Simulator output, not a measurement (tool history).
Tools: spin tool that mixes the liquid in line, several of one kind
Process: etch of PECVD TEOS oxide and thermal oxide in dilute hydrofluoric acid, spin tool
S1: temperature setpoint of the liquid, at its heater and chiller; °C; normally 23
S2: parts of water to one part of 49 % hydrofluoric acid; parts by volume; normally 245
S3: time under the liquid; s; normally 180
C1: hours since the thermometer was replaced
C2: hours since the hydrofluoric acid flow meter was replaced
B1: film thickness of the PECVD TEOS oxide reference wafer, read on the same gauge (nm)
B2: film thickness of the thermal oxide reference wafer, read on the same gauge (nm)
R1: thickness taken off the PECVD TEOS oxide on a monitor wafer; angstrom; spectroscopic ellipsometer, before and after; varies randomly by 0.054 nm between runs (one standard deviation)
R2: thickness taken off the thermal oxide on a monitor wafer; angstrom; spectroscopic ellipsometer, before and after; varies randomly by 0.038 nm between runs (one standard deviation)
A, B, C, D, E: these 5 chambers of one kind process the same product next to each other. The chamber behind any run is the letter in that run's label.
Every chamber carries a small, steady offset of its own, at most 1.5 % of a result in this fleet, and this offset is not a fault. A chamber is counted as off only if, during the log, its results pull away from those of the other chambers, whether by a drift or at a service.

run   hour  S1   S2   S3      C1      C2      B1      B2       R1       R2
 1D    7.8  23  245  180  1684.9   963.1  39.980  30.008   73.012  30.9800
 2C   13.5  23  245  180  1639.7   209.8  39.984  30.024   73.849  30.0450
 3A   19.5  23  245  180   880.5   238.6  40.001  30.006   73.479  30.4690
 4B   26.5  23  245  180  1511.1   570.2  39.993  30.005   74.025  30.0840
 5E   32.6  23  245  180  1464.5   455.1  39.990  29.984   71.686  30.3010
 6E   40.2  23  245  180  1472.1   462.7  39.982  30.009   73.279  30.1450
 7C   46.9  23  245  180  1673.1   243.2  39.993  30.047   73.326  30.2540
 8D   52.2  23  245  180  1729.3  1007.5  40.009  29.994   73.651  29.6530
 9A   59.7  23  245  180   920.7   278.8  39.962  29.996   73.472  29.6670
10B   65.7  23  245  180  1550.3   609.4  39.996  29.977   73.761  30.1650
      67.0  -- chamber A: thermometer replaced
      71.4  -- chamber E: hydrofluoric acid flow meter replaced
11D   72.6  23  245  180  1749.7  1027.9  39.996  30.020   73.863  30.2030
12C   79.6  23  245  180  1705.8   275.9  40.012  30.010   73.207  30.6150
13E   83.9  23  245  180  1515.8    12.6  40.024  30.018   73.653  30.1900
14A   92.1  23  245  180    25.1   311.2  39.980  29.989   73.468  29.8050
15B   99.3  23  245  180  1583.9   643.0  39.974  30.003   72.854  30.4620
16A  106.8  23  245  180    39.8   325.9  40.020  29.975   73.576  30.1890
17E  111.0  23  245  180  1542.9    39.7  39.999  30.003   73.001  29.6100
18D  118.7  23  245  180  1795.8  1074.0  39.949  29.968   73.381  30.0200
19C  124.5  23  245  180  1750.7   320.8  40.012  30.000   72.930  30.7840
20B  132.6  23  245  180  1617.2   676.3  40.024  30.002   73.820  29.9970
21D  140.0  23  245  180  1817.1  1095.3  40.012  29.987   73.296  30.2760
22A  149.0  23  245  180    82.0   368.1  39.950  30.012   73.778  29.8170
23B  155.8  23  245  180  1640.4   699.5  39.967  30.003   73.798  29.4490
24C  161.0  23  245  180  1787.2   357.3  40.003  29.977   71.439  29.9020
25E  169.9  23  245  180  1601.8    98.6  40.009  29.967   72.375  29.1830
26E  174.5  23  245  180  1606.4   103.2  40.005  29.979   73.003  30.5900
27C  180.3  23  245  180  1806.5   376.6  39.985  30.015   71.501  29.9760
28B  187.1  23  140  180  1671.7   730.8  40.008  29.966  144.530  61.2740
29D  193.6  23  140  180  1870.7  1148.9  39.986  30.008  141.210  57.9990
30A  198.2  23  140  180   131.2   417.3  39.964  29.987  141.670  56.6250
     199.4  -- chamber B: thermometer replaced
31B  203.3  23  140  180     4.0   747.0  40.004  29.994  146.230  59.8080
32C  210.5  23  140  180  1836.7   406.8  39.980  29.994  140.210  59.2050
33A  218.8  23  245  180   151.8   437.9  40.089  29.973   73.171  30.8860
34D  227.5  23  285  130  1904.6  1182.8  40.012  29.980   43.697  18.2900
35E  234.0  23  285  130  1665.9   162.7  39.988  30.033   43.583  18.1460
36D  238.2  23  285  130  1915.3  1193.5  39.986  29.994   43.934  18.3330
37C  244.9  23  285  130  1871.1   441.2  39.976  29.976   41.834  17.0800
38B  250.0  23  285  130    50.7   793.7  40.033  30.019   43.416  17.7640
39A  257.5  23  245  180   190.5   476.6  40.031  29.993   73.089  30.2240
40E  264.2  23  340   75  1696.1   192.9  40.057  29.995   19.639   8.1910
41C  269.0  23  340   75  1895.2   465.3  39.971  29.981   18.977   7.7058
42A  273.9  23  340   75   206.9   493.0  40.010  30.021   20.240   8.2414
43D  278.0  23  340   75  1955.1  1233.3  39.994  30.003   20.128   8.1819

Read the log: is a single chamber off, either drifting away or since a service, is the gauge that measures every chamber drifting, or is nothing wrong beyond small per-chamber offsets? Name any odd chamber and what most likely caused it.

One chamber, C, drifts off from the rest bit by bit.
Most likely cause: hydrofluoric acid flow below the setpoint (%) = 5.06.
The log may not separate it from: liquid colder than its thermometer reads (K).

Here are 4 candidates for chamber C's next run, each the usual settings with a change, their results left as question marks. Which one brings its results back in line with what the others give on the usual settings?
In line means no further than this from the other chambers' mean on the usual settings: R1 1.900 angstrom; R2 1.3000 angstrom
44C-1  284.4  23  250  175                   ?   ?
44C-2  284.4  23  240  185                   ?   ?
44C-3  284.4  23  255  170                   ?   ?
44C-4  284.4  23  235  190                   ?   ?

On the usual settings, the other chambers give on average: R1 73.305 angstrom; R2 30.0940 angstrom
  run      R1       R2
44C-1  65.141  27.0460
44C-2  72.504  30.1030
44C-3  61.711  25.6220
44C-4  76.459  31.7450
With 44C-2, the chamber falls back in line with the rest.
